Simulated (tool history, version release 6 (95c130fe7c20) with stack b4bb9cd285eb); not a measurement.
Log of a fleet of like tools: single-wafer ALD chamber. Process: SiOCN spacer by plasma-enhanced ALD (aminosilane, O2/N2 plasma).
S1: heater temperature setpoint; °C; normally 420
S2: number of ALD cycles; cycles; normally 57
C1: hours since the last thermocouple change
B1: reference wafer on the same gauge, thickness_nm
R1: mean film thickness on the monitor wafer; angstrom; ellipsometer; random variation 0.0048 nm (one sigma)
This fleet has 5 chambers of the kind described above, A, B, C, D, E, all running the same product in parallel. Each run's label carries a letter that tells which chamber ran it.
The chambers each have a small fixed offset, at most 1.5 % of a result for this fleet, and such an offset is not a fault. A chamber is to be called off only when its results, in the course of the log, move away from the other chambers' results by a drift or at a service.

| run | hour | S1 | S2 | C1 | B1 | R1 |
|---|---|---|---|---|---|---|
| 1D | 7.2 | 420 | 57 | 1008.8 | 3.1308 | 32.022 |
| 2C | 14.6 | 420 | 57 | 913.2 | 3.1305 | 32.354 |
| 3B | 27.7 | 420 | 57 | 830.3 | 3.1317 | 32.116 |
| 4E | 37.8 | 420 | 57 | 1734.7 | 3.1322 | 32.187 |
| 5A | 46.3 | 420 | 57 | 953.2 | 3.1324 | 32.773 |
| 6B | 53.5 | 420 | 57 | 856.1 | 3.1324 | 32.008 |
| 7D | 61.8 | 425 | 52 | 1063.4 | 3.1327 | 28.896 |
| 8C | 70.3 | 425 | 52 | 968.9 | 3.1328 | 29.133 |
| 9E | 81.9 | 425 | 52 | 1778.8 | 3.1336 | 29.001 |
| 10A | 92.1 | 425 | 52 | 999.0 | 3.1335 | 29.547 |
| 11A | 102.1 | 425 | 52 | 1009.0 | 3.1351 | 29.416 |
| 12D | 111.7 | 406 | 57 | 1113.3 | 3.1354 | 33.590 |
|  | 111.8 | chamber D: thermocouple changed; heater temperature recalibrated |
| 13E | 118.6 | 406 | 57 | 1815.5 | 3.1357 | 33.697 |
| 14C | 125.1 | 406 | 57 | 1023.7 | 3.1363 | 33.947 |
| 15B | 134.8 | 406 | 57 | 937.4 | 3.1359 | 33.536 |
| 16D | 142.2 | 406 | 57 | 30.5 | 3.1356 | 33.630 |
| 17E | 149.5 | 407 | 61 | 1846.4 | 3.1360 | 36.049 |
| 18B | 158.1 | 407 | 61 | 960.7 | 3.1365 | 35.886 |
| 19A | 164.8 | 407 | 61 | 1071.7 | 3.1380 | 36.575 |
| 20C | 177.0 | 407 | 61 | 1075.6 | 3.1395 | 36.249 |
| 21C | 185.9 | 407 | 61 | 1084.5 | 3.1376 | 36.170 |
| 22B | 195.8 | 411 | 64 | 998.4 | 3.1394 | 37.178 |
| 23A | 208.8 | 411 | 64 | 1115.7 | 3.1398 | 37.890 |
| 24E | 220.8 | 411 | 64 | 1917.7 | 3.1394 | 37.391 |
| 25D | 230.0 | 411 | 64 | 118.3 | 3.1411 | 37.334 |
| 26A | 237.6 | 411 | 64 | 1144.5 | 3.1412 | 38.018 |
| 27C | 250.0 | 411 | 47 | 1148.6 | 3.1408 | 27.568 |
| 28D | 260.4 | 411 | 47 | 148.7 | 3.1417 | 27.394 |
| 29B | 274.3 | 411 | 47 | 1076.9 | 3.1416 | 27.327 |
| 30E | 282.1 | 411 | 47 | 1979.0 | 3.1419 | 27.471 |
| 31B | 294.6 | 411 | 47 | 1097.2 | 3.1448 | 27.313 |
| 32A | 308.8 | 420 | 57 | 1215.7 | 3.1446 | 32.862 |
| 33D | 315.0 | 420 | 57 | 203.3 | 3.1443 | 32.319 |
| 34C | 321.3 | 420 | 57 | 1219.9 | 3.1441 | 32.516 |
|  | 325.6 | chamber A: thermocouple changed; heater temperature recalibrated |
| 35E | 327.6 | 420 | 57 | 2024.5 | 3.1439 | 32.403 |
| 36B | 338.4 | 420 | 57 | 1141.0 | 3.1437 | 32.184 |
| 37E | 348.8 | 420 | 57 | 2045.7 | 3.1460 | 32.278 |
| 38A | 360.5 | 410 | 68 | 35.0 | 3.1460 | 40.624 |
| 39D | 372.6 | 410 | 68 | 260.9 | 3.1460 | 39.877 |
| 40C | 383.1 | 410 | 68 | 1281.7 | 3.1464 | 40.091 |
| 41D | 396.6 | 410 | 68 | 284.9 | 3.1479 | 39.936 |
| 42A | 408.6 | 410 | 68 | 83.1 | 3.1489 | 40.544 |

For the next run the whole fleet of 5 chambers uses the same settings. Give each chamber's results:
| 43A | 418.9 | 420 | 57 |  |  | ? |
| 43B | 418.9 | 420 | 57 |  |  | ? |
| 43C | 418.9 | 420 | 57 |  |  | ? |
| 43D | 418.9 | 420 | 57 |  |  | ? |
| 43E | 418.9 | 420 | 57 |  |  | ? |

| run | R1 |
|---|---|
| 43A | 32.910 |
| 43B | 32.201 |
| 43C | 32.590 |
| 43D | 32.307 |
| 43E | 32.392 |
